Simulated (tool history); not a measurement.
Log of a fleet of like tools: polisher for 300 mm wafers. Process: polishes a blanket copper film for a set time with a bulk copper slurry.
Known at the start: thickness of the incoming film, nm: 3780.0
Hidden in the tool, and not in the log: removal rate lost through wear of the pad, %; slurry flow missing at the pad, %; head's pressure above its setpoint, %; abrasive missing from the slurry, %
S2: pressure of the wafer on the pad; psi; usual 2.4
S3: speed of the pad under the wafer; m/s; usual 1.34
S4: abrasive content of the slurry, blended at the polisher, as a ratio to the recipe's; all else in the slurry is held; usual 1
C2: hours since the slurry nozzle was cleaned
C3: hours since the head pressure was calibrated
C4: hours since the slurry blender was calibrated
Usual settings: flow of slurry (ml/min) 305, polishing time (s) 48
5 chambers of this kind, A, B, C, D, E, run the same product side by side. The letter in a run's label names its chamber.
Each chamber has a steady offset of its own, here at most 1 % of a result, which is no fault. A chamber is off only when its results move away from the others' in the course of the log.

run 1C hour=4.4 | flow_of_slurry_(ml/min)=305 S2=2.4 S3=1.34 S4=1 polishing_time_(s)=48 | wafers_polished_on_this_pad=244 C2=59.5 C3=82.6 C4=109.6 | film_removed_(nm)=469.13
-- hour=5.4 chamber B: slurry blender recalibrated
run 2D hour=8.7 | flow_of_slurry_(ml/min)=305 S2=2.4 S3=1.34 S4=1 polishing_time_(s)=48 | wafers_polished_on_this_pad=464 C2=776.6 C3=332.2 C4=341.7 | film_removed_(nm)=468.69
-- hour=9.9 chamber A: worn pad replaced by a new one
-- hour=11.7 chamber B: worn pad replaced by a new one
run 3A hour=12.2 | flow_of_slurry_(ml/min)=305 S2=2.4 S3=1.34 S4=1 polishing_time_(s)=48 | wafers_polished_on_this_pad=25 C2=142.6 C3=558.5 C4=62.3 | film_removed_(nm)=467.34
-- hour=14.8 chamber C: slurry blender recalibrated
run 4E hour=18.1 | flow_of_slurry_(ml/min)=305 S2=2.4 S3=1.34 S4=1 polishing_time_(s)=48 | wafers_polished_on_this_pad=593 C2=88.7 C3=607.1 C4=97.8 | film_removed_(nm)=470.77
-- hour=18.5 chamber D: slurry nozzle cleaned
-- hour=19.5 chamber D: slurry blender recalibrated
run 5B hour=24 | flow_of_slurry_(ml/min)=305 S2=2.4 S3=1.34 S4=1 polishing_time_(s)=48 | wafers_polished_on_this_pad=133 C2=745.5 C3=230 C4=18.7 | film_removed_(nm)=466.46
run 6D hour=27.9 | flow_of_slurry_(ml/min)=305 S2=2.4 S3=1.34 S4=1 polishing_time_(s)=48 | wafers_polished_on_this_pad=672 C2=9.4 C3=351.4 C4=8.5 | film_removed_(nm)=465.56
run 7B hour=35.8 | flow_of_slurry_(ml/min)=305 S2=2.4 S3=1.34 S4=1 polishing_time_(s)=48 | wafers_polished_on_this_pad=261 C2=757.3 C3=241.8 C4=30.5 | film_removed_(nm)=467.4
run 8C hour=40.2 | flow_of_slurry_(ml/min)=305 S2=3 S3=1.34 S4=1 polishing_time_(s)=35 | wafers_polished_on_this_pad=632 C2=95.3 C3=118.4 C4=25.5 | film_removed_(nm)=424.27
run 9A hour=43.9 | flow_of_slurry_(ml/min)=305 S2=3 S3=1.34 S4=1 polishing_time_(s)=35 | wafers_polished_on_this_pad=368 C2=174.3 C3=590.2 C4=94 | film_removed_(nm)=425.87
run 10E hour=49.6 | flow_of_slurry_(ml/min)=305 S2=3 S3=1.34 S4=1 polishing_time_(s)=35 | wafers_polished_on_this_pad=934 C2=120.2 C3=638.6 C4=129.3 | film_removed_(nm)=431.29
-- hour=52 chamber B: slurry nozzle cleaned
run 11A hour=53.8 | flow_of_slurry_(ml/min)=305 S2=3 S3=1.34 S4=1 polishing_time_(s)=35 | wafers_polished_on_this_pad=475 C2=184.2 C3=600.1 C4=103.9 | film_removed_(nm)=428.8
run 12B hour=61.5 | flow_of_slurry_(ml/min)=305 S2=3 S3=1.34 S4=1 polishing_time_(s)=35 | wafers_polished_on_this_pad=539 C2=9.6 C3=267.5 C4=56.2 | film_removed_(nm)=426.64
-- hour=65.5 chamber A: slurry nozzle cleaned
run 13C hour=66.8 | flow_of_slurry_(ml/min)=305 S2=2.4 S3=1.34 S4=1 polishing_time_(s)=48 | wafers_polished_on_this_pad=920 C2=121.9 C3=145 C4=52.1 | film_removed_(nm)=464.47
-- hour=67.4 chamber C: worn pad replaced by a new one
run 14E hour=72.1 | flow_of_slurry_(ml/min)=305 S2=2.4 S3=1.34 S4=1 polishing_time_(s)=48 | wafers_polished_on_this_pad=1178 C2=142.7 C3=661.1 C4=151.8 | film_removed_(nm)=472.47
-- hour=74.6 chamber A: head pressure recalibrated
run 15D hour=75.8 | flow_of_slurry_(ml/min)=305 S2=2.4 S3=1.34 S4=1 polishing_time_(s)=48 | wafers_polished_on_this_pad=1190 C2=57.3 C3=399.3 C4=56.4 | film_removed_(nm)=463.02
-- hour=76 chamber D: worn pad replaced by a new one
run 16A hour=80.3 | flow_of_slurry_(ml/min)=305 S2=2.7 S3=1.34 S4=1 polishing_time_(s)=39 | wafers_polished_on_this_pad=762 C2=14.9 C3=5.8 C4=130.4 | film_removed_(nm)=442.88
run 17D hour=83.8 | flow_of_slurry_(ml/min)=305 S2=2.7 S3=1.34 S4=1 polishing_time_(s)=39 | wafers_polished_on_this_pad=85 C2=65.3 C3=407.3 C4=64.4 | film_removed_(nm)=432.28
run 18B hour=89.6 | flow_of_slurry_(ml/min)=305 S2=2.7 S3=1.34 S4=1 polishing_time_(s)=39 | wafers_polished_on_this_pad=843 C2=37.7 C3=295.6 C4=84.3 | film_removed_(nm)=426.78
-- hour=94.1 chamber E: worn pad replaced by a new one
run 19E hour=94.4 | flow_of_slurry_(ml/min)=305 S2=2.7 S3=1.34 S4=1 polishing_time_(s)=39 | wafers_polished_on_this_pad=4 C2=165 C3=683.4 C4=174.1 | film_removed_(nm)=428.84
run 20C hour=101.4 | flow_of_slurry_(ml/min)=305 S2=2.7 S3=1.34 S4=1 polishing_time_(s)=39 | wafers_polished_on_this_pad=368 C2=156.5 C3=179.6 C4=86.7 | film_removed_(nm)=429.3
run 21D hour=105.2 | flow_of_slurry_(ml/min)=305 S2=2.4 S3=1.34 S4=1 polishing_time_(s)=48 | wafers_polished_on_this_pad=316 C2=86.7 C3=428.7 C4=85.8 | film_removed_(nm)=471.46
run 22A hour=109.1 | flow_of_slurry_(ml/min)=305 S2=2.4 S3=1.34 S4=1 polishing_time_(s)=48 | wafers_polished_on_this_pad=1073 C2=43.7 C3=34.6 C4=159.2 | film_removed_(nm)=486.1
-- hour=113.8 chamber B: worn pad replaced by a new one
run 23C hour=116.2 | flow_of_slurry_(ml/min)=305 S2=2.4 S3=1.34 S4=0.8 polishing_time_(s)=48 | wafers_polished_on_this_pad=528 C2=171.3 C3=194.4 C4=101.5 | film_removed_(nm)=447.9
run 24E hour=122.3 | flow_of_slurry_(ml/min)=305 S2=2.4 S3=1.34 S4=0.8 polishing_time_(s)=48 | wafers_polished_on_this_pad=305 C2=192.9 C3=711.3 C4=202 | film_removed_(nm)=452.16
-- hour=123 chamber A: slurry blender recalibrated
-- hour=125.7 chamber A: worn pad replaced by a new one
run 25B hour=125.9 | flow_of_slurry_(ml/min)=305 S2=2.4 S3=1.34 S4=0.8 polishing_time_(s)=48 | wafers_polished_on_this_pad=131 C2=74 C3=331.9 C4=120.6 | film_removed_(nm)=444.01
-- hour=131.6 chamber E: slurry blender recalibrated
run 26B hour=132.2 | flow_of_slurry_(ml/min)=305 S2=2.4 S3=1.34 S4=0.8 polishing_time_(s)=48 | wafers_polished_on_this_pad=200 C2=80.3 C3=338.2 C4=126.9 | film_removed_(nm)=450.63
run 27E hour=137.4 | flow_of_slurry_(ml/min)=305 S2=2.4 S3=1.34 S4=0.8 polishing_time_(s)=48 | wafers_polished_on_this_pad=469 C2=208 C3=726.4 C4=5.9 | film_removed_(nm)=445.36
-- hour=138.7 chamber C: slurry blender recalibrated
run 28D hour=145.2 | flow_of_slurry_(ml/min)=305 S2=2.4 S3=1.34 S4=1 polishing_time_(s)=48 | wafers_polished_on_this_pad=749 C2=126.7 C3=468.7 C4=125.8 | film_removed_(nm)=467.62
run 29A hour=150.6 | flow_of_slurry_(ml/min)=305 S2=2.4 S3=1.34 S4=1 polishing_time_(s)=48 | wafers_polished_on_this_pad=269 C2=85.2 C3=76.1 C4=27.6 | film_removed_(nm)=493.47
-- hour=152.3 chamber C: worn pad replaced by a new one
run 30C hour=155.8 | flow_of_slurry_(ml/min)=305 S2=2.4 S3=1.34 S4=1 polishing_time_(s)=48 | wafers_polished_on_this_pad=38 C2=210.9 C3=234 C4=17.1 | film_removed_(nm)=470.52

Is one chamber off against the others, does the gauge drift, or is nothing wrong? If a chamber is off, say which, and what the likeliest cause is.

A service left chamber A off against the others.
Cause: head's pressure above its setpoint, % = 4.22.

Here are 4 candidates for chamber A's next run, each the usual settings with a change, their results left as question marks. Which one brings its results back in line with what the others give on the usual settings?
In line means no further than this from the other chambers' mean on the usual settings: film removed (nm) 10
run 31A-1 hour=161.4 | flow_of_slurry_(ml/min)=305 S2=2.4 S3=1.28 S4=1 polishing_time_(s)=46 | film_removed_(nm)=?
run 31A-2 hour=161.4 | flow_of_slurry_(ml/min)=305 S2=2.4 S3=1.38 S4=1 polishing_time_(s)=49 | film_removed_(nm)=?
run 31A-3 hour=161.4 | flow_of_slurry_(ml/min)=305 S2=2.4 S3=1.28 S4=1 polishing_time_(s)=48 | film_removed_(nm)=?
run 31A-4 hour=161.4 | flow_of_slurry_(ml/min)=305 S2=2.5 S3=1.38 S4=1 polishing_time_(s)=49 | film_removed_(nm)=?

The other chambers' mean on the usual settings: film removed (nm) 468.73
run=31A-1 film_removed_(nm)=449.43
run=31A-2 film_removed_(nm)=516.58
run=31A-3 film_removed_(nm)=468.97
run=31A-4 film_removed_(nm)=537.78
31A-3 brings the chamber back in line.
